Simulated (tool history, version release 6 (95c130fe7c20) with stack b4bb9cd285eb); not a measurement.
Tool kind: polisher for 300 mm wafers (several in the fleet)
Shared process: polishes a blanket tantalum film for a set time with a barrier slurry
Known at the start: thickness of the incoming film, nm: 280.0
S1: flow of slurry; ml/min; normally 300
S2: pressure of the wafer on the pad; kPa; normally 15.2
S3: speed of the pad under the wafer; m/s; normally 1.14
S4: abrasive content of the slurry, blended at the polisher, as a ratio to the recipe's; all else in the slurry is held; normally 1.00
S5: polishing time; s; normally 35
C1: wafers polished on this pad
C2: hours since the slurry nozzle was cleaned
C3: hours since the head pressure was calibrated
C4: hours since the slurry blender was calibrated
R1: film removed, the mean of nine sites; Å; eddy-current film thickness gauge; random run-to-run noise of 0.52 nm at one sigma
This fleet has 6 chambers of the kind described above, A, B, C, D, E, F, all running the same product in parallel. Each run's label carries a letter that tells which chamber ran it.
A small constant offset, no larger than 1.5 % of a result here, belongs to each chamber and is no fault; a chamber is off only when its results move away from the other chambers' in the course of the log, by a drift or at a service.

run	hour	S1	S2	S3	S4	S5	C1	C2	C3	C4	R1
# hour 1.8: chamber D: slurry blender recalibrated
# hour 8.3: chamber B: slurry blender recalibrated
1B	9.1	300	15.2	1.14	1.00	35	148	734.0	465.7	0.8	711.77
# hour 12.0: chamber B: slurry nozzle cleaned
2D	19.4	300	15.2	1.14	1.00	35	321	75.1	206.5	17.6	707.05
3E	27.2	300	15.2	1.14	1.00	35	473	32.0	298.5	140.2	710.74
4A	33.5	300	15.2	1.14	1.00	35	742	245.5	688.1	81.9	706.68
# hour 43.8: chamber A: worn pad replaced by a new one
5C	45.0	300	15.2	1.14	1.00	35	512	131.8	388.1	47.3	712.33
6F	54.3	300	15.2	1.14	1.00	35	1478	350.5	770.4	254.0	721.99
# hour 62.0: chamber C: head pressure recalibrated
# hour 64.1: chamber F: worn pad replaced by a new one
7C	67.7	300	15.2	1.14	0.75	31	705	154.5	5.8	70.0	578.18
# hour 68.2: chamber B: worn pad replaced by a new one
# hour 69.3: chamber D: worn pad replaced by a new one
# hour 74.5: chamber F: slurry nozzle cleaned
# hour 75.9: chamber E: worn pad replaced by a new one
8B	80.6	300	15.2	1.14	0.75	31	106	68.7	537.2	72.3	578.79
9A	91.7	300	15.2	1.14	0.75	31	407	303.7	746.3	140.1	564.40
10E	99.1	300	15.2	1.14	0.75	31	197	103.9	370.4	212.1	573.06
# hour 103.0: chamber C: worn pad replaced by a new one
11D	109.7	300	15.2	1.14	0.75	31	343	165.4	296.8	107.9	568.90
12F	117.9	300	15.2	1.14	0.75	31	457	43.4	834.0	317.6	576.26
# hour 122.1: chamber A: slurry nozzle cleaned
13F	126.4	300	15.2	1.14	1.00	35	530	51.9	842.5	326.1	727.33
14C	136.1	300	15.2	1.14	1.00	35	282	222.9	74.2	138.4	719.85
# hour 137.5: chamber A: worn pad replaced by a new one
# hour 140.5: chamber D: worn pad replaced by a new one
15E	147.0	300	15.2	1.14	1.00	35	604	151.8	418.3	260.0	709.50
# hour 156.8: chamber B: worn pad replaced by a new one
16B	160.3	300	15.2	1.14	1.00	35	30	148.4	616.9	152.0	715.75
17D	166.9	300	15.2	1.14	1.00	35	225	222.6	354.0	165.1	711.22
# hour 167.2: chamber A: slurry blender recalibrated
# hour 173.2: chamber E: worn pad replaced by a new one
# hour 175.8: chamber D: slurry nozzle cleaned
18A	178.4	300	15.2	1.14	1.00	35	348	56.4	833.0	11.3	708.90
# hour 184.4: chamber B: slurry blender recalibrated
19D	188.1	300	15.2	1.14	1.00	35	405	12.4	375.2	186.3	709.09
# hour 195.7: chamber B: head pressure recalibrated
20E	199.3	300	15.2	1.14	1.00	35	222	204.1	470.6	312.3	714.24
# hour 203.1: chamber F: worn pad replaced by a new one
21F	207.4	300	15.2	1.14	1.00	35	37	132.9	923.5	407.1	729.26
22B	214.7	300	15.2	1.14	1.00	35	492	202.8	19.0	30.3	770.10
# hour 216.1: chamber C: worn pad replaced by a new one
# hour 219.4: chamber E: slurry blender recalibrated
23C	225.0	300	15.2	1.14	1.00	35	76	311.8	163.1	227.3	720.62
# hour 226.2: chamber C: slurry nozzle cleaned
# hour 228.6: chamber D: worn pad replaced by a new one
# hour 231.3: chamber B: worn pad replaced by a new one
24A	231.7	300	15.2	1.14	1.00	35	801	109.7	886.3	64.6	709.00
# hour 234.8: chamber A: worn pad replaced by a new one
25D	241.8	300	15.2	1.14	1.00	35	112	66.1	428.9	240.0	712.06
# hour 244.9: chamber F: slurry blender recalibrated
26B	251.3	300	15.2	1.14	1.00	35	170	239.4	55.6	66.9	768.35
27C	262.3	300	15.2	1.14	1.00	35	393	36.2	200.4	264.6	726.24
# hour 265.5: chamber E: worn pad replaced by a new one
# hour 270.3: chamber C: slurry blender recalibrated
28F	275.0	300	15.2	1.14	0.75	39	611	200.5	991.1	30.1	730.09
29A	283.6	300	15.2	1.14	0.75	39	415	161.6	938.2	116.5	718.46
30E	297.1	300	15.2	1.14	0.75	39	269	301.9	568.4	77.8	727.70
# hour 299.3: chamber D: worn pad replaced by a new one
# hour 306.2: chamber B: worn pad replaced by a new one
31D	309.9	300	15.2	1.14	0.75	39	90	134.2	497.0	308.1	721.52
32F	317.4	300	15.2	1.14	0.75	39	972	242.9	1033.5	72.5	734.61
# hour 322.8: chamber A: worn pad replaced by a new one
33C	329.0	300	15.2	1.14	0.75	39	960	102.9	267.1	58.8	740.60
# hour 330.3: chamber C: worn pad replaced by a new one
34A	336.6	300	15.2	1.14	1.00	35	118	214.6	991.2	169.5	717.82
35E	343.5	300	15.2	1.14	1.00	35	663	348.3	614.8	124.2	715.28
36B	352.3	300	15.2	1.14	1.00	35	392	340.4	156.6	167.9	770.92
# hour 355.5: chamber E: worn pad replaced by a new one
37B	365.0	300	15.2	1.14	1.00	35	500	353.1	169.3	180.6	772.51
38C	373.4	300	15.2	1.14	1.00	35	366	147.3	311.5	103.2	721.39
39E	386.5	300	15.2	1.14	1.00	35	263	391.3	657.8	167.2	712.67

Read the log: is a single chamber off, either drifting away or since a service, is the gauge that measures every chamber drifting, or is nothing wrong beyond small per-chamber offsets? Name any odd chamber and what most likely caused it.

Chamber B has stood off from the others ever since a service on it.
Likeliest cause: head's pressure above its setpoint, % = 8.06.

Below are 4 candidate recipes for chamber B's next run, each the usual settings with a change, their results shown as question marks. Which of them brings B's results back in line with what the other chambers give on the usual settings?
In line means no further than this from the other chambers' mean on the usual settings: R1 18.00 Å
40B-1	396.2	300	15.9	1.16	1.00	36					?
40B-2	396.2	300	15.2	1.16	1.00	36					?
40B-3	396.2	300	15.2	1.10	1.00	35					?
40B-4	396.2	300	15.2	1.14	1.00	32					?

Average result of the remaining chambers running the usual settings: R1 712.00 Å
run	R1
40B-1	844.72
40B-2	807.88
40B-3	744.21
40B-4	705.55
40B-4 puts the chamber back in line with the other chambers.
